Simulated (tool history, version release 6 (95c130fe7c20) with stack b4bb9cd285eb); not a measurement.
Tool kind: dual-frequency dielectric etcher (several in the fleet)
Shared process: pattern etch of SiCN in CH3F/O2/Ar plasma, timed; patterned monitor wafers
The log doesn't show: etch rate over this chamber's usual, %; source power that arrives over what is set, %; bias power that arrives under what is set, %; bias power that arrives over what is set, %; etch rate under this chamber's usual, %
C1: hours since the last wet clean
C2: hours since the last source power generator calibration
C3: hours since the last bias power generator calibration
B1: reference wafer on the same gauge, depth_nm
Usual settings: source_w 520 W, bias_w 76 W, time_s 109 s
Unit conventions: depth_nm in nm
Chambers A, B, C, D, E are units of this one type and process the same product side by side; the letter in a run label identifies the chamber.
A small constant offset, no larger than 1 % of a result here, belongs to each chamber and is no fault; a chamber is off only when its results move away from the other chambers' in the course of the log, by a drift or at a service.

At hour 7.1: chamber B: wet clean of the chamber.
Run 1B, hour 10.5: usual settings; C1 3.5; C2 1975.6; C3 152.8; B1 55.019. Result: depth_nm 45.702 nm.
Run 2E, hour 21.8: usual settings; C1 130.2; C2 2062.5; C3 1069.1; B1 54.98. Result: depth_nm 45.905 nm.
Run 3D, hour 30.9: usual settings; C1 90.4; C2 2929.8; C3 2665.3; B1 54.981. Result: depth_nm 45.926 nm.
At hour 32.2: chamber E: source power generator calibrated.
Run 4A, hour 38.8: usual settings; C1 525.3; C2 2000.1; C3 935; B1 54.987. Result: depth_nm 45.539 nm.
Run 5C, hour 45.9: usual settings; C1 424.6; C2 431.4; C3 982.2; B1 54.967. Result: depth_nm 46.688 nm.
Run 6C, hour 52.9: usual settings but time_s 92 s; C1 431.6; C2 438.4; C3 989.2; B1 55.02. Result: depth_nm 39.071 nm.
Run 7B, hour 64: usual settings but time_s 92 s; C1 57; C2 2029.1; C3 206.3; B1 55.064. Result: depth_nm 38.762 nm.
Run 8D, hour 72.9: usual settings but time_s 92 s; C1 132.4; C2 2971.8; C3 2707.3; B1 54.993. Result: depth_nm 38.627 nm.
Run 9E, hour 78.6: usual settings but time_s 92 s; C1 187; C2 46.4; C3 1125.9; B1 55.008. Result: depth_nm 38.529 nm.
Run 10A, hour 85.7: usual settings but time_s 92 s; C1 572.2; C2 2047; C3 981.9; B1 55.036. Result: depth_nm 38.782 nm.
Run 11D, hour 95.7: usual settings but bias_w 67 W; C1 155.2; C2 2994.6; C3 2730.1; B1 55.018. Result: depth_nm 44.03 nm.
At hour 95.8: chamber A: wet clean of the chamber.
Run 12E, hour 106.5: usual settings but bias_w 67 W; C1 214.9; C2 74.3; C3 1153.8; B1 55.011. Result: depth_nm 43.723 nm.
Run 13C, hour 113.3: usual settings but bias_w 67 W; C1 492; C2 498.8; C3 1049.6; B1 55.052. Result: depth_nm 44.262 nm.
Run 14A, hour 125.3: usual settings but bias_w 67 W; C1 29.6; C2 2086.6; C3 1021.5; B1 55.022. Result: depth_nm 44.079 nm.
Run 15B, hour 136.3: usual settings but bias_w 67 W; C1 129.3; C2 2101.4; C3 278.6; B1 54.991. Result: depth_nm 43.972 nm.
At hour 140.6: chamber C: wet clean of the chamber.
Run 16A, hour 146.4: usual settings but bias_w 61 W; C1 50.7; C2 2107.7; C3 1042.6; B1 55.03. Result: depth_nm 42.242 nm.
Run 17C, hour 156.5: usual settings but bias_w 61 W; C1 16; C2 542; C3 1092.8; B1 54.989. Result: depth_nm 44.042 nm.
Run 18B, hour 163.8: usual settings but bias_w 61 W; C1 156.8; C2 2128.9; C3 306.1; B1 55.057. Result: depth_nm 42.408 nm.
Run 19E, hour 171.7: usual settings but bias_w 61 W; C1 280.1; C2 139.5; C3 1219; B1 54.989. Result: depth_nm 42.614 nm.
Run 20D, hour 179.6: usual settings but bias_w 61 W; C1 239.1; C2 3078.5; C3 2814; B1 54.999. Result: depth_nm 42.634 nm.
Run 21A, hour 188: usual settings; C1 92.3; C2 2149.3; C3 1084.2; B1 54.975. Result: depth_nm 45.697 nm.
Run 22C, hour 197.6: usual settings; C1 57.1; C2 583.1; C3 1133.9; B1 55.013. Result: depth_nm 47.638 nm.
Run 23E, hour 208.5: usual settings; C1 316.9; C2 176.3; C3 1255.8; B1 54.952. Result: depth_nm 45.929 nm.
Run 24D, hour 218.1: usual settings; C1 277.6; C2 3117; C3 2852.5; B1 54.965. Result: depth_nm 45.81 nm.
Run 25B, hour 229.7: usual settings but time_s 99 s; C1 222.7; C2 2194.8; C3 372; B1 54.958. Result: depth_nm 41.765 nm.
Run 26E, hour 235.2: usual settings but time_s 99 s; C1 343.6; C2 203; C3 1282.5; B1 54.96. Result: depth_nm 41.57 nm.
Run 27A, hour 243.8: usual settings but time_s 99 s; C1 148.1; C2 2205.1; C3 1140; B1 55.003. Result: depth_nm 41.67 nm.
Run 28D, hour 255.1: usual settings but time_s 99 s; C1 314.6; C2 3154; C3 2889.5; B1 55.041. Result: depth_nm 41.707 nm.
Run 29B, hour 263.4: usual settings but time_s 99 s; C1 256.4; C2 2228.5; C3 405.7; B1 54.978. Result: depth_nm 41.433 nm.
Run 30C, hour 269.7: usual settings; C1 129.2; C2 655.2; C3 1206; B1 55.005. Result: depth_nm 47.587 nm.
Run 31A, hour 276.6: usual settings but time_s 86 s; C1 180.9; C2 2237.9; C3 1172.8; B1 55.053. Result: depth_nm 36.066 nm.

Next, all 5 chambers run the settings below, one line each with question marks for the results. What does each chamber give?
Run 32A, hour 285.2: usual settings but time_s 134.5 s. Result: depth_nm ?.
Run 32B, hour 285.2: usual settings but time_s 134.5 s. Result: depth_nm ?.
Run 32C, hour 285.2: usual settings but time_s 134.5 s. Result: depth_nm ?.
Run 32D, hour 285.2: usual settings but time_s 134.5 s. Result: depth_nm ?.
Run 32E, hour 285.2: usual settings but time_s 134.5 s. Result: depth_nm ?.

run  depth_nm
32A    56.686
32B    56.685
32C    58.544
32D    56.668
32E    56.405
